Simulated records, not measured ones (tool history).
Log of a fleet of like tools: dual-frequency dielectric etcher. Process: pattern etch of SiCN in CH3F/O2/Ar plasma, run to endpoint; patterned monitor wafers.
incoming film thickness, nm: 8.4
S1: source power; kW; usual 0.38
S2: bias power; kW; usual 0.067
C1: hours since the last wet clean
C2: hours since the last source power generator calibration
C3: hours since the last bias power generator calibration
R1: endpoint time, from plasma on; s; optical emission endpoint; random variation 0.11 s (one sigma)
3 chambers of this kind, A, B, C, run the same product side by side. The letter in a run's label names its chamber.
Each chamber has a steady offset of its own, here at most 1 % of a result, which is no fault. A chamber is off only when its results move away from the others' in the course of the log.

run	hour	S1	S2	C1	C2	C3	R1
1A	6.6	0.38	0.067	142.7	2538.7	2091.6	23.27
2B	11.8	0.38	0.067	26.7	3544.4	3264.5	23.455
3C	17.9	0.38	0.067	329.1	1899.7	1462	23.317
4C	24.3	0.38	0.067	335.5	1906.1	1468.4	23.526
5B	29.4	0.38	0.067	44.3	3562	3282.1	23.458
6A	36.6	0.38	0.067	172.7	2568.7	2121.6	23.513
7A	40.9	0.38	0.067	177	2573	2125.9	23.525
8C	45.8	0.38	0.067	357	1927.6	1489.9	23.356
9B	52.9	0.38	0.067	67.8	3585.5	3305.6	23.313
10B	57.5	0.38	0.067	72.4	3590.1	3310.2	23.424
11C	63.5	0.38	0.067	374.7	1945.3	1507.6	23.664
12A	69.4	0.38	0.067	205.5	2601.5	2154.4	23.457
13B	74.6	0.38	0.067	89.5	3607.2	3327.3	23.457
14C	79.5	0.38	0.067	390.7	1961.3	1523.6	23.778
15A	83.5	0.38	0.067	219.6	2615.6	2168.5	23.404
16A	90.1	0.38	0.067	226.2	2622.2	2175.1	23.528
17C	94.2	0.35	0.081	405.4	1976	1538.3	22.91
18B	98.2	0.35	0.081	113.1	3630.8	3350.9	22.545
# hour 99.1: chamber A: bias power generator calibrated
19B	101.8	0.35	0.081	116.7	3634.4	3354.5	22.435
20C	108.3	0.38	0.067	419.5	1990.1	1552.4	23.831
21A	112.6	0.38	0.067	248.7	2644.7	13.5	23.558
22B	119.7	0.38	0.067	134.6	3652.3	3372.4	23.398
23A	123.7	0.38	0.067	259.8	2655.8	24.6	23.397

Next, every chamber runs the same settings. What will each give?
24A	128.9	0.38	0.082				?
24B	128.9	0.38	0.082				?
24C	128.9	0.38	0.082				?

run	R1
24A	21.95
24B	21.823
24C	22.29
